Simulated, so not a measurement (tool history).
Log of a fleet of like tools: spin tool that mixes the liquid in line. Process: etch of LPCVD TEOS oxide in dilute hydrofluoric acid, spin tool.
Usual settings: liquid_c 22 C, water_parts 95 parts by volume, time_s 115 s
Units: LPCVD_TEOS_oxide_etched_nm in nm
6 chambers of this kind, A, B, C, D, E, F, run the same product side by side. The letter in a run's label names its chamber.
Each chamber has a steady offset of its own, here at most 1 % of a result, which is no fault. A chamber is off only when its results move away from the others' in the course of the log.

run,hour,liquid_c,water_parts,time_s,hours since the thermometer was replaced,hours since the hydrofluoric acid flow meter was replaced,"read-back film thickness of the LPCVD TEOS oxide reference wafer, read on the same gauge (nm)",LPCVD_TEOS_oxide_etched_nm
1F,6.2,22,95,115,191.9,293.0,29.981,31.877
2A,11.0,22,95,115,2632.2,91.2,29.989,31.422
3C,14.6,22,95,115,912.9,425.6,29.996,31.658
4D,19.1,22,95,115,1936.4,1033.4,30.002,32.035
5E,23.3,22,125,115,809.3,841.9,29.997,23.451
6B,31.2,22,125,115,647.7,1194.1,30.013,23.015
# hour 33.8: chamber A: thermometer replaced
7C,35.2,22,125,115,933.5,446.2,30.018,23.035
8B,40.1,22,125,115,656.6,1203.0,29.999,23.146
9A,47.5,22,125,115,13.7,127.7,30.002,23.268
10D,55.4,22,125,115,1972.7,1069.7,30.013,23.412
11E,59.4,22,95,115,845.4,878.0,30.006,31.808
12F,63.1,22,95,115,248.8,349.9,30.002,31.879
13B,71.3,22,95,115,687.8,1234.2,30.005,31.350
14D,76.6,22,95,115,1993.9,1090.9,30.000,32.079
15C,81.3,22,95,115,979.6,492.3,29.986,31.382
16E,86.6,22,95,115,872.6,905.2,30.001,31.556
17F,94.7,22,95,115,280.4,381.5,30.009,31.765
18A,100.8,22,60,115,67.0,181.0,30.005,52.936
19B,106.1,22,60,115,722.6,1269.0,30.005,51.789
20D,114.4,22,60,115,2031.7,1128.7,30.007,52.185
21F,118.1,22,60,115,303.8,404.9,30.008,51.860
22A,123.8,22,60,115,90.0,204.0,30.004,53.233
23C,128.8,22,60,115,1027.1,539.8,29.991,52.098
24E,137.1,22,95,115,923.1,955.7,29.992,31.767
25D,144.4,22,95,115,2061.7,1158.7,29.992,31.639
26C,152.7,22,95,175,1051.0,563.7,29.976,47.964
27E,158.2,22,95,175,944.2,976.8,29.973,48.059
28B,162.9,22,95,175,779.4,1325.8,30.011,46.285
29A,168.1,22,95,175,134.3,248.3,30.001,48.360
30F,171.9,22,95,175,357.6,458.7,29.993,48.349
31D,179.6,22,95,175,2096.9,1193.9,29.991,48.410
32C,187.2,22,95,115,1085.5,598.2,29.996,31.496
33B,193.2,20,50,115,809.7,1356.1,29.998,56.209
34E,198.8,20,50,115,984.8,1017.4,29.981,58.300
35F,206.7,20,50,115,392.4,493.5,29.999,58.114
36A,211.9,20,50,115,178.1,292.1,29.982,59.150
37F,218.2,20,50,115,403.9,505.0,30.023,57.826
38D,224.9,20,50,115,2142.2,1239.2,29.985,57.777
39B,230.0,22,95,115,846.5,1392.9,29.997,29.639
40C,237.4,22,95,115,1135.7,648.4,29.985,31.726
41E,245.7,22,95,115,1031.7,1064.3,29.998,31.793
42A,251.3,22,95,115,217.5,331.5,30.018,32.234
43B,255.6,22,95,115,872.1,1418.5,29.993,29.413
44D,260.3,22,95,115,2177.6,1274.6,30.017,31.769

All 6 chambers run these settings next. Forecast each chamber's results:
45A,266.3,22,95,115,,,,?
45B,266.3,22,95,115,,,,?
45C,266.3,22,95,115,,,,?
45D,266.3,22,95,115,,,,?
45E,266.3,22,95,115,,,,?
45F,266.3,22,95,115,,,,?

run,LPCVD_TEOS_oxide_etched_nm
45A,31.860
45B,29.047
45C,31.309
45D,31.938
45E,31.681
45F,31.759
